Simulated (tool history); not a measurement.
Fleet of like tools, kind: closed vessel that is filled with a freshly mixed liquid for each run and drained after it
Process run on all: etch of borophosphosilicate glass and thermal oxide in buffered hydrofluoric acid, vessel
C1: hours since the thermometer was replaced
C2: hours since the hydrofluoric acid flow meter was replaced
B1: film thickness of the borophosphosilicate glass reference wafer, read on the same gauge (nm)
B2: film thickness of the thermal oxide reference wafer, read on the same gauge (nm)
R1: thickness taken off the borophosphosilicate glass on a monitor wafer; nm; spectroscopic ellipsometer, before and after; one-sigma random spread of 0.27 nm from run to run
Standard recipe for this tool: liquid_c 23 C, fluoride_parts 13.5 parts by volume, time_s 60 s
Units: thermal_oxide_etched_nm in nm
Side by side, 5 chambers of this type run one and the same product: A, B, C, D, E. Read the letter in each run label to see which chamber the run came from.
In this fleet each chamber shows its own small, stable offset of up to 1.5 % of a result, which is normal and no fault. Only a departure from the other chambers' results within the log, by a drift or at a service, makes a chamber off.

run 1D day=0.179 | liquid_c=23 fluoride_parts=13.5 time_s=60 | C1=1609.8 C2=2249.3 | B1=119.99 B2=70 | R1=56.672 thermal_oxide_etched_nm=50.228
run 2B day=0.371 | liquid_c=23 fluoride_parts=13.5 time_s=60 | C1=2328.8 C2=1202.8 | B1=119.99 B2=70.051 | R1=57.044 thermal_oxide_etched_nm=49.856
run 3A day=0.592 | liquid_c=23 fluoride_parts=13.5 time_s=60 | C1=1539.6 C2=44.5 | B1=120 B2=69.993 | R1=56.579 thermal_oxide_etched_nm=50.596
run 4E day=0.762 | liquid_c=23 fluoride_parts=13.5 time_s=60 | C1=107 C2=115.4 | B1=119.94 B2=69.987 | R1=55.333 thermal_oxide_etched_nm=50.744
run 5C day=1.004 | liquid_c=23 fluoride_parts=13.5 time_s=60 | C1=1270.7 C2=1136.9 | B1=119.99 B2=69.996 | R1=55.582 thermal_oxide_etched_nm=50.798
run 6E day=1.154 | liquid_c=23 fluoride_parts=13.5 time_s=35 | C1=116.4 C2=124.8 | B1=120.01 B2=69.994 | R1=32.571 thermal_oxide_etched_nm=29.681
run 7D day=1.292 | liquid_c=23 fluoride_parts=13.5 time_s=35 | C1=1636.5 C2=2276 | B1=120.01 B2=70.003 | R1=32.973 thermal_oxide_etched_nm=29.35
run 8C day=1.492 | liquid_c=23 fluoride_parts=13.5 time_s=35 | C1=1282.4 C2=1148.6 | B1=120 B2=69.999 | R1=32.601 thermal_oxide_etched_nm=29.264
run 9A day=1.658 | liquid_c=23 fluoride_parts=13.5 time_s=35 | C1=1565.2 C2=70.1 | B1=120.02 B2=69.993 | R1=32.786 thermal_oxide_etched_nm=29.388
run 10B day=1.917 | liquid_c=23 fluoride_parts=13.5 time_s=35 | C1=2365.9 C2=1239.9 | B1=119.96 B2=70.014 | R1=33.061 thermal_oxide_etched_nm=29.004
run 11C day=2.179 | liquid_c=23 fluoride_parts=13.5 time_s=60 | C1=1298.9 C2=1165.1 | B1=120.04 B2=70.001 | R1=55.319 thermal_oxide_etched_nm=50.185
run 12D day=2.421 | liquid_c=23 fluoride_parts=13.5 time_s=60 | C1=1663.6 C2=2303.1 | B1=120.03 B2=70.022 | R1=56.686 thermal_oxide_etched_nm=49.817
run 13E day=2.654 | liquid_c=23 fluoride_parts=16.5 time_s=60 | C1=152.4 C2=160.8 | B1=120.02 B2=69.995 | R1=46.373 thermal_oxide_etched_nm=41.679
run 14B day=2.883 | liquid_c=23 fluoride_parts=16.5 time_s=60 | C1=2389.1 C2=1263.1 | B1=119.97 B2=70.004 | R1=46.315 thermal_oxide_etched_nm=40.451
run 15A day=3.104 | liquid_c=23 fluoride_parts=16.5 time_s=60 | C1=1599.9 C2=104.8 | B1=120.01 B2=70.032 | R1=46.819 thermal_oxide_etched_nm=41.763
run 16A day=3.229 | liquid_c=23 fluoride_parts=16.5 time_s=60 | C1=1602.9 C2=107.8 | B1=119.98 B2=69.999 | R1=46.308 thermal_oxide_etched_nm=41.421
run 17C day=3.5 | liquid_c=23 fluoride_parts=16.5 time_s=60 | C1=1330.6 C2=1196.8 | B1=120.01 B2=69.974 | R1=45.489 thermal_oxide_etched_nm=41.235
run 18D day=3.75 | liquid_c=23 fluoride_parts=13.5 time_s=60 | C1=1695.5 C2=2335 | B1=119.99 B2=69.997 | R1=56.664 thermal_oxide_etched_nm=49.994
run 19B day=3.958 | liquid_c=23 fluoride_parts=13.5 time_s=60 | C1=2414.9 C2=1288.9 | B1=120.01 B2=69.995 | R1=57.394 thermal_oxide_etched_nm=49.548
run 20E day=4.204 | liquid_c=23 fluoride_parts=13.5 time_s=60 | C1=189.6 C2=198 | B1=120.01 B2=70.02 | R1=56.072 thermal_oxide_etched_nm=50.488
run 21C day=4.454 | liquid_c=23 fluoride_parts=13.5 time_s=60 | C1=1353.5 C2=1219.7 | B1=119.98 B2=69.949 | R1=55.924 thermal_oxide_etched_nm=50.467
run 22B day=4.662 | liquid_c=23 fluoride_parts=13.5 time_s=60 | C1=2431.8 C2=1305.8 | B1=119.99 B2=69.978 | R1=56.642 thermal_oxide_etched_nm=49.771
run 23D day=4.812 | liquid_c=23 fluoride_parts=13.5 time_s=60 | C1=1721 C2=2360.5 | B1=119.96 B2=69.958 | R1=56.629 thermal_oxide_etched_nm=50.025
run 24A day=5.038 | liquid_c=23 fluoride_parts=13.5 time_s=60 | C1=1646.3 C2=151.2 | B1=120.04 B2=69.992 | R1=55.982 thermal_oxide_etched_nm=50.24
run 25E day=5.162 | liquid_c=23 fluoride_parts=13.5 time_s=60 | C1=212.6 C2=221 | B1=120.01 B2=70.023 | R1=55.375 thermal_oxide_etched_nm=50.886
run 26D day=5.371 | liquid_c=23 fluoride_parts=13.5 time_s=60 | C1=1734.4 C2=2373.9 | B1=120 B2=70.038 | R1=56.574 thermal_oxide_etched_nm=50.071
run 27A day=5.558 | liquid_c=23 fluoride_parts=13.5 time_s=60 | C1=1658.8 C2=163.7 | B1=120.01 B2=69.985 | R1=56.621 thermal_oxide_etched_nm=50.333
run 28B day=5.679 | liquid_c=23 fluoride_parts=13.5 time_s=60 | C1=2456.2 C2=1330.2 | B1=120.08 B2=69.999 | R1=56.469 thermal_oxide_etched_nm=49.209
-- day=5.879 chamber B: thermometer replaced
run 29E day=5.908 | liquid_c=23 fluoride_parts=13.5 time_s=60 | C1=230.5 C2=238.9 | B1=119.96 B2=69.989 | R1=55.617 thermal_oxide_etched_nm=50.468
run 30C day=6.183 | liquid_c=23 fluoride_parts=13.5 time_s=60 | C1=1395 C2=1261.2 | B1=119.98 B2=69.988 | R1=55.787 thermal_oxide_etched_nm=50.267
run 31E day=6.404 | liquid_c=23 fluoride_parts=13.5 time_s=60 | C1=242.4 C2=250.8 | B1=120.04 B2=70.012 | R1=55.21 thermal_oxide_etched_nm=50.826
run 32D day=6.671 | liquid_c=23 fluoride_parts=13.5 time_s=60 | C1=1765.6 C2=2405.1 | B1=119.98 B2=69.995 | R1=56.631 thermal_oxide_etched_nm=49.824
run 33A day=6.883 | liquid_c=23 fluoride_parts=13.5 time_s=60 | C1=1690.6 C2=195.5 | B1=119.98 B2=70.012 | R1=56.615 thermal_oxide_etched_nm=50.483
run 34B day=7.088 | liquid_c=23 fluoride_parts=13.5 time_s=60 | C1=29.1 C2=1364 | B1=120.01 B2=70.01 | R1=56.668 thermal_oxide_etched_nm=49.61
run 35C day=7.308 | liquid_c=23 fluoride_parts=13.5 time_s=60 | C1=1422 C2=1288.2 | B1=119.98 B2=69.975 | R1=55.481 thermal_oxide_etched_nm=49.833
run 36D day=7.438 | liquid_c=23 fluoride_parts=13.5 time_s=60 | C1=1784 C2=2423.5 | B1=120.01 B2=69.976 | R1=56.836 thermal_oxide_etched_nm=49.951
run 37E day=7.667 | liquid_c=23 fluoride_parts=13.5 time_s=60 | C1=272.7 C2=281.1 | B1=119.99 B2=70.012 | R1=55.242 thermal_oxide_etched_nm=50.874
run 38A day=7.896 | liquid_c=25.5 fluoride_parts=13.5 time_s=60 | C1=1714.9 C2=219.8 | B1=120.03 B2=69.996 | R1=64.625 thermal_oxide_etched_nm=58.202
run 39B day=8.138 | liquid_c=25.5 fluoride_parts=13.5 time_s=60 | C1=54.3 C2=1389.2 | B1=120.01 B2=70.027 | R1=64.995 thermal_oxide_etched_nm=56.759
run 40C day=8.388 | liquid_c=25.5 fluoride_parts=13.5 time_s=60 | C1=1447.9 C2=1314.1 | B1=119.93 B2=70 | R1=63.68 thermal_oxide_etched_nm=57.916
run 41B day=8.658 | liquid_c=25.5 fluoride_parts=13.5 time_s=60 | C1=66.8 C2=1401.7 | B1=120 B2=70.002 | R1=64.433 thermal_oxide_etched_nm=56.183

Is one chamber out of step, is the gauge drifting, or do the chambers differ by no more than their own small offsets? For an off chamber, give its letter and the likeliest cause.

Beyond each chamber's small constant offset nothing stands out, and the gauge stays steady.
